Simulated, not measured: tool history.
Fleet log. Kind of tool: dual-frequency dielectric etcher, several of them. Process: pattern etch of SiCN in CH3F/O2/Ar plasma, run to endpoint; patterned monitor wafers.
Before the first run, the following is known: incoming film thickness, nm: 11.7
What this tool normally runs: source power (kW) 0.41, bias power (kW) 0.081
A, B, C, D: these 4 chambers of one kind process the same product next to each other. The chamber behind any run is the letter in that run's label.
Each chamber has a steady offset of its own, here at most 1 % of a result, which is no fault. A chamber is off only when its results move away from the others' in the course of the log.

At hour 0.8: chamber B: wet clean of the chamber.
Run 1B, hour 5.5: usual settings. Result: endpoint time (s) 29.747.
Run 2D, hour 13.5: usual settings. Result: endpoint time (s) 29.746.
Run 3C, hour 23.9: usual settings. Result: endpoint time (s) 29.517.
Run 4A, hour 32.8: usual settings. Result: endpoint time (s) 29.762.
Run 5C, hour 42.4: usual settings. Result: endpoint time (s) 29.248.
Run 6D, hour 51.1: usual settings. Result: endpoint time (s) 29.652.
Run 7B, hour 59.7: usual settings. Result: endpoint time (s) 29.834.
Run 8A, hour 69: usual settings but source power (kW) 0.36, bias power (kW) 0.09. Result: endpoint time (s) 29.976.
Run 9A, hour 78.4: usual settings but source power (kW) 0.36, bias power (kW) 0.09. Result: endpoint time (s) 29.978.
Run 10D, hour 90.6: usual settings but source power (kW) 0.36, bias power (kW) 0.09. Result: endpoint time (s) 30.082.
Run 11C, hour 100.6: usual settings but source power (kW) 0.36, bias power (kW) 0.09. Result: endpoint time (s) 29.797.
Run 12B, hour 108.1: usual settings but source power (kW) 0.36, bias power (kW) 0.088. Result: endpoint time (s) 30.305.
Run 13A, hour 118.6: usual settings but source power (kW) 0.36, bias power (kW) 0.088. Result: endpoint time (s) 30.078.
At hour 126.4: chamber A: wet clean of the chamber.
Run 14D, hour 129.1: usual settings but source power (kW) 0.36, bias power (kW) 0.088. Result: endpoint time (s) 30.525.
Run 15C, hour 136.5: usual settings but source power (kW) 0.36, bias power (kW) 0.088. Result: endpoint time (s) 30.229.
Run 16B, hour 143: usual settings. Result: endpoint time (s) 29.882.
At hour 143.6: chamber D: wet clean of the chamber.
Run 17C, hour 155: usual settings. Result: endpoint time (s) 29.548.
Run 18D, hour 165.2: usual settings. Result: endpoint time (s) 29.841.
Run 19B, hour 172.8: usual settings. Result: endpoint time (s) 29.914.
Run 20A, hour 178.7: usual settings. Result: endpoint time (s) 30.831.
Run 21D, hour 187.9: usual settings. Result: endpoint time (s) 29.676.
Run 22B, hour 199.6: usual settings. Result: endpoint time (s) 29.926.
Run 23A, hour 210.3: usual settings. Result: endpoint time (s) 31.008.
Run 24C, hour 222.6: usual settings. Result: endpoint time (s) 29.677.
Run 25C, hour 229.3: usual settings. Result: endpoint time (s) 29.617.
Run 26D, hour 235.7: usual settings. Result: endpoint time (s) 29.734.
Run 27B, hour 243.1: usual settings. Result: endpoint time (s) 29.935.
Run 28A, hour 250.4: usual settings. Result: endpoint time (s) 30.972.
Run 29B, hour 261.4: usual settings. Result: endpoint time (s) 29.891.
Run 30A, hour 270.4: usual settings. Result: endpoint time (s) 31.165.
Run 31C, hour 282.8: usual settings. Result: endpoint time (s) 29.664.
Run 32D, hour 290.3: usual settings. Result: endpoint time (s) 29.928.
Run 33B, hour 302.3: usual settings but bias power (kW) 0.072. Result: endpoint time (s) 31.101.
Run 34C, hour 308: usual settings but bias power (kW) 0.072. Result: endpoint time (s) 30.692.

One chamber off, gauge drift, or nothing amiss beyond the chambers' own small offsets? If it is a chamber, which one, and what is the likeliest cause?

A service on chamber A put it out of line with the rest.
Likeliest cause: etch rate under this chamber's usual, % = 4.68.

Chamber A could run next with any of the 4 candidate recipes listed below; each alters the usual settings, and their results appear as question marks. Which one brings its results back in line with what the other chambers deliver on the usual settings?
A result is in line if it is within this distance of the other chambers' mean on the usual settings: endpoint time (s) 0.4
Run 35A-1, hour 317.1: usual settings but source power (kW) 0.37. Result: endpoint time (s) ?.
Run 35A-2, hour 317.1: usual settings but source power (kW) 0.45, bias power (kW) 0.089. Result: endpoint time (s) ?.
Run 35A-3, hour 317.1: usual settings but source power (kW) 0.34. Result: endpoint time (s) ?.
Run 35A-4, hour 317.1: usual settings but source power (kW) 0.43, bias power (kW) 0.086. Result: endpoint time (s) ?.

The mean the other chambers reach with the usual settings: endpoint time (s) 29.714
  run  endpoint time (s)
35A-1             32.245
35A-2             28.953
35A-3             33.277
35A-4             29.823
35A-4 brings the chamber back in line.

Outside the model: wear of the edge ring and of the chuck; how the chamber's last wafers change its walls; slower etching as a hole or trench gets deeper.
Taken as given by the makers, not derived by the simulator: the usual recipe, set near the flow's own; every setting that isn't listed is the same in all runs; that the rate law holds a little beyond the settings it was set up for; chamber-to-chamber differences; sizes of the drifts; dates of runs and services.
